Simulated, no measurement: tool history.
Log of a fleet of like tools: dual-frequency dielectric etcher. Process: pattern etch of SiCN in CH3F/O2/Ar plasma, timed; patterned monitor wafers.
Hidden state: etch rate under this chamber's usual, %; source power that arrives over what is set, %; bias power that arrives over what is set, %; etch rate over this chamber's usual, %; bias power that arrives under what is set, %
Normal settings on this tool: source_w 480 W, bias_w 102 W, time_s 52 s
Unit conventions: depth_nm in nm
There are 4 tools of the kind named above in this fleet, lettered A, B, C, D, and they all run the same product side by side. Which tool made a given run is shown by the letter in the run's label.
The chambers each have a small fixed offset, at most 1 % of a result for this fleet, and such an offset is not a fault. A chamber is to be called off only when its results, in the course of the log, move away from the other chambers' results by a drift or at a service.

run    day  source_w  bias_w  time_s  hours since the last wet clean  hours since the last source power generator calibration  hours since the last bias power generator calibration  read-back reference wafer on the same gauge, depth_nm  depth_nm
 1A  0.179       480     102      52                             7.4                                                     24.4                                                  938.4                                                 23.413    23.642
 2B  0.421       480     102      52                           676.8                                                   1889.3                                                 1034.8                                                 23.374    23.705
 3D  0.704       480     102      52                           130.8                                                   2946.2                                                 1328.0                                                 23.394    23.835
 4C  0.929       480     102      52                           446.9                                                    518.0                                                 1504.5                                                 23.385    23.487
 5C  1.183       480     102      52                           453.0                                                    524.1                                                 1510.6                                                 23.395    23.571
 6D  1.375       480     102      52                           146.9                                                   2962.3                                                 1344.1                                                 23.406    23.966
     1.625  -- chamber B: wet clean of the chamber
 7B  1.654       480     102      52                             0.8                                                   1918.9                                                 1064.4                                                 23.402    23.699
 8A  1.975       480     102      52                            50.5                                                     67.5                                                  981.5                                                 23.389    23.590
 9D  2.150       480     102      52                           165.5                                                   2980.9                                                 1362.7                                                 23.404    23.938
10A  2.408       480     102      52                            60.9                                                     77.9                                                  991.9                                                 23.368    23.566
11C  2.671       480     102      52                           488.7                                                    559.8                                                 1546.3                                                 23.385    23.452
12B  2.971       480     102      52                            32.4                                                   1950.5                                                 1096.0                                                 23.387    23.434
13A  3.279       480     102      52                            81.8                                                     98.8                                                 1012.8                                                 23.380    23.685
14C  3.467       480     102      52                           507.8                                                    578.9                                                 1565.4                                                 23.380    23.633
15B  3.812       480     102      52                            52.6                                                   1970.7                                                 1116.2                                                 23.411    23.551
16D  4.142       480     102      52                           213.3                                                   3028.7                                                 1410.5                                                 23.411    24.438
17B  4.392       480     102      52                            66.5                                                   1984.6                                                 1130.1                                                 23.405    23.564
18D  4.608       480     102      52                           224.5                                                   3039.9                                                 1421.7                                                 23.379    24.220
19A  4.917       480     102      52                           121.1                                                    138.1                                                 1052.1                                                 23.386    23.590
20C  5.112       480     102      52                           547.3                                                    618.4                                                 1604.9                                                 23.413    23.433
     5.117  -- chamber C: wet clean of the chamber
21D  5.400       480     102      52                           243.5                                                   3058.9                                                 1440.7                                                 23.397    24.307
22B  5.708       480     102      52                            98.1                                                   2016.2                                                 1161.7                                                 23.406    23.642
23A  5.962       480     102      52                           146.2                                                    163.2                                                 1077.2                                                 23.410    23.619
24C  6.296       480     102      52                            28.4                                                    646.8                                                 1633.3                                                 23.408    23.641
25D  6.479       480     102      52                           269.4                                                   3084.8                                                 1466.6                                                 23.384    24.582
26C  6.800       480     102      52                            40.5                                                    658.9                                                 1645.4                                                 23.376    23.388

Read the log: is a single chamber off, either drifting away or since a service, is the gauge that measures every chamber drifting, or is nothing wrong beyond small per-chamber offsets? Name any odd chamber and what most likely caused it.

Little by little, chamber D moves away from the other chambers.
Most likely cause: etch rate over this chamber's usual, % = 3.28.

Here are 4 candidates for chamber D's next run, each the usual settings with a change, their results left as question marks. Which one brings its results back in line with what the others give on the usual settings?
In line means no further than this from the other chambers' mean on the usual settings: depth_nm 0.350 nm
27D-1  7.046       480      97    52.0                                                                                                                                                                                                                ?
27D-2  7.046       480     101    50.0                                                                                                                                                                                                                ?
27D-3  7.046       480     102    53.0                                                                                                                                                                                                                ?
27D-4  7.046       480     102    54.5                                                                                                                                                                                                                ?

Average result of the remaining chambers running the usual settings: depth_nm 23.580 nm
  run  depth_nm
27D-1    24.156
27D-2    23.584
27D-3    25.092
27D-4    25.803
27D-2 is the one that brings the chamber's results back in line with the other chambers.
